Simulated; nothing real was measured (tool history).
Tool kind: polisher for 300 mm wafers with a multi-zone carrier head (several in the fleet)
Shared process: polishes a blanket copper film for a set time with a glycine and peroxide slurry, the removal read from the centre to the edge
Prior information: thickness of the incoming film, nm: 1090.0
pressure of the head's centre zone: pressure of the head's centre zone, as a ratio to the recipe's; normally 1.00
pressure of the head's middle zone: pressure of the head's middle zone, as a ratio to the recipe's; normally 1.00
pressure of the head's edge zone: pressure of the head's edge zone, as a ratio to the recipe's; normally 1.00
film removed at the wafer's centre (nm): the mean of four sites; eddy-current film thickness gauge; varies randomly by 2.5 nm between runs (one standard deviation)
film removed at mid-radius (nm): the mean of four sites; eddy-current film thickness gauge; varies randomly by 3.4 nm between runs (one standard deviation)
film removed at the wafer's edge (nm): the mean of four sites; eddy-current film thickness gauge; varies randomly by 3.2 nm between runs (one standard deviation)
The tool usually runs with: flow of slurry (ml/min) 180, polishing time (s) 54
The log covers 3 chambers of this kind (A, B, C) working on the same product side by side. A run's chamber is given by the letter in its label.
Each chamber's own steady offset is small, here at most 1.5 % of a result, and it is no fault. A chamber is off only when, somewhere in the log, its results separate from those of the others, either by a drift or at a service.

| run | hour | flow of slurry (ml/min) | pressure of the head's centre zone | pressure of the head's middle zone | pressure of the head's edge zone | polishing time (s) | wafers polished on this pad | hours since the slurry nozzle was cleaned | hours since the centre zone pressure was calibrated | hours since the edge zone pressure was calibrated | film removed at the wafer's centre (nm) | film removed at mid-radius (nm) | film removed at the wafer's edge (nm) |
|---|---|---|---|---|---|---|---|---|---|---|---|---|---|
| 1A | 4.3 | 180 | 1.00 | 1.00 | 1.00 | 54 | 359 | 398.2 | 325.2 | 1173.6 | 325.20 | 325.14 | 332.05 |
| 2C | 8.6 | 180 | 1.00 | 1.00 | 1.00 | 54 | 178 | 258.9 | 660.5 | 1070.4 | 329.56 | 330.41 | 333.41 |
| 3B | 11.2 | 180 | 1.00 | 1.00 | 1.00 | 54 | 439 | 359.5 | 574.4 | 340.0 | 326.00 | 329.02 | 333.95 |
|  | 14.0 | chamber B: slurry nozzle cleaned |
| 4A | 15.4 | 180 | 1.00 | 1.00 | 1.00 | 54 | 540 | 409.3 | 336.3 | 1184.7 | 328.39 | 330.44 | 330.91 |
| 5C | 19.5 | 180 | 1.00 | 1.00 | 1.00 | 54 | 355 | 269.8 | 671.4 | 1081.3 | 326.14 | 331.32 | 327.53 |
| 6B | 23.5 | 180 | 1.00 | 1.00 | 1.00 | 54 | 639 | 9.5 | 586.7 | 352.3 | 327.65 | 334.00 | 332.25 |
|  | 24.3 | chamber A: worn pad replaced by a new one |
| 7C | 26.1 | 180 | 1.00 | 1.00 | 1.00 | 54 | 463 | 276.4 | 678.0 | 1087.9 | 327.72 | 324.89 | 332.65 |
|  | 27.4 | chamber A: centre zone pressure recalibrated |
|  | 28.0 | chamber B: worn pad replaced by a new one |
| 8B | 28.7 | 180 | 1.00 | 1.00 | 1.00 | 54 | 12 | 14.7 | 591.9 | 357.5 | 327.77 | 320.81 | 332.35 |
| 9A | 32.2 | 180 | 1.00 | 1.00 | 1.00 | 54 | 129 | 426.1 | 4.9 | 1201.5 | 329.83 | 327.25 | 326.68 |
| 10A | 36.2 | 180 | 1.00 | 1.00 | 1.00 | 54 | 194 | 430.1 | 8.9 | 1205.5 | 331.69 | 321.75 | 325.93 |
| 11B | 38.6 | 180 | 1.00 | 1.00 | 1.00 | 54 | 173 | 24.6 | 601.8 | 367.4 | 324.84 | 328.71 | 331.79 |
| 12C | 41.3 | 180 | 1.00 | 1.00 | 1.00 | 54 | 710 | 291.6 | 693.2 | 1103.1 | 332.59 | 322.35 | 327.61 |
| 13A | 44.3 | 180 | 1.00 | 1.00 | 1.00 | 54 | 326 | 438.2 | 17.0 | 1213.6 | 327.58 | 328.49 | 332.28 |
| 14B | 46.4 | 180 | 1.00 | 1.00 | 1.00 | 54 | 300 | 32.4 | 609.6 | 375.2 | 331.80 | 324.30 | 337.84 |
| 15C | 49.5 | 155 | 1.00 | 1.00 | 0.93 | 54 | 843 | 299.8 | 701.4 | 1111.3 | 318.95 | 315.47 | 309.21 |
| 16C | 51.9 | 155 | 1.00 | 1.00 | 0.93 | 54 | 882 | 302.2 | 703.8 | 1113.7 | 313.03 | 318.60 | 315.78 |
|  | 53.7 | chamber B: edge zone pressure recalibrated |
| 17B | 55.7 | 155 | 1.00 | 1.00 | 0.93 | 54 | 451 | 41.7 | 618.9 | 2.1 | 329.06 | 315.43 | 309.92 |
| 18A | 58.7 | 180 | 1.00 | 1.00 | 1.00 | 54 | 560 | 452.6 | 31.4 | 1228.0 | 328.75 | 320.63 | 333.48 |
| 19C | 62.7 | 180 | 1.00 | 1.00 | 1.00 | 54 | 1058 | 313.0 | 714.6 | 1124.5 | 326.98 | 325.89 | 328.12 |
|  | 63.3 | chamber A: worn pad replaced by a new one |
| 20B | 65.4 | 180 | 1.00 | 1.00 | 1.00 | 54 | 609 | 51.4 | 628.6 | 11.8 | 337.30 | 325.42 | 330.32 |
| 21A | 67.9 | 180 | 1.04 | 0.91 | 1.00 | 54 | 76 | 461.8 | 40.6 | 1237.2 | 340.43 | 299.10 | 325.34 |
|  | 70.9 | chamber B: worn pad replaced by a new one |
| 22B | 72.1 | 180 | 1.04 | 0.91 | 1.00 | 54 | 20 | 58.1 | 635.3 | 18.5 | 356.49 | 299.84 | 330.93 |
| 23C | 74.8 | 180 | 1.04 | 0.91 | 1.00 | 54 | 1255 | 325.1 | 726.7 | 1136.6 | 344.80 | 292.72 | 332.39 |
|  | 79.2 | chamber C: worn pad replaced by a new one |
| 24A | 79.2 | 180 | 1.00 | 1.00 | 1.00 | 54 | 260 | 473.1 | 51.9 | 1248.5 | 328.13 | 329.34 | 325.65 |
| 25C | 84.0 | 180 | 1.00 | 1.00 | 1.00 | 54 | 79 | 334.3 | 735.9 | 1145.8 | 332.33 | 322.06 | 332.24 |
| 26A | 88.4 | 180 | 1.09 | 1.00 | 0.95 | 54 | 409 | 482.3 | 61.1 | 1257.7 | 359.00 | 329.75 | 321.56 |
| 27B | 92.1 | 180 | 1.09 | 1.00 | 0.95 | 54 | 345 | 78.1 | 655.3 | 38.5 | 385.07 | 327.02 | 324.06 |
| 28B | 96.5 | 180 | 1.09 | 1.00 | 0.95 | 54 | 417 | 82.5 | 659.7 | 42.9 | 385.33 | 326.16 | 326.40 |
|  | 97.6 | chamber A: worn pad replaced by a new one |
| 29A | 100.2 | 180 | 1.00 | 1.00 | 1.00 | 54 | 42 | 494.1 | 72.9 | 1269.5 | 329.38 | 326.04 | 328.22 |
| 30C | 104.4 | 180 | 1.00 | 1.00 | 1.00 | 54 | 411 | 354.7 | 756.3 | 1166.2 | 326.49 | 326.43 | 327.90 |
| 31B | 106.5 | 180 | 1.00 | 1.00 | 1.00 | 54 | 579 | 92.5 | 669.7 | 52.9 | 356.86 | 324.31 | 336.56 |
|  | 109.2 | chamber C: edge zone pressure recalibrated |
| 32C | 111.0 | 180 | 1.00 | 1.00 | 1.00 | 54 | 518 | 361.3 | 762.9 | 1.9 | 329.75 | 329.21 | 330.82 |
| 33A | 113.9 | 180 | 1.11 | 1.00 | 1.00 | 54 | 265 | 507.8 | 86.6 | 1283.2 | 366.84 | 328.34 | 327.47 |

For the next run the whole fleet of 3 chambers uses the same settings. Give each chamber's results:
| 34A | 117.5 | 180 | 1.00 | 0.94 | 1.00 | 54 |  |  |  |  | ? | ? | ? |
| 34B | 117.5 | 180 | 1.00 | 0.94 | 1.00 | 54 |  |  |  |  | ? | ? | ? |
| 34C | 117.5 | 180 | 1.00 | 0.94 | 1.00 | 54 |  |  |  |  | ? | ? | ? |

| run | film removed at the wafer's centre (nm) | film removed at mid-radius (nm) | film removed at the wafer's edge (nm) |
|---|---|---|---|
| 34A | 331.23 | 312.47 | 332.31 |
| 34B | 353.92 | 308.93 | 336.17 |
| 34C | 324.72 | 309.87 | 327.54 |
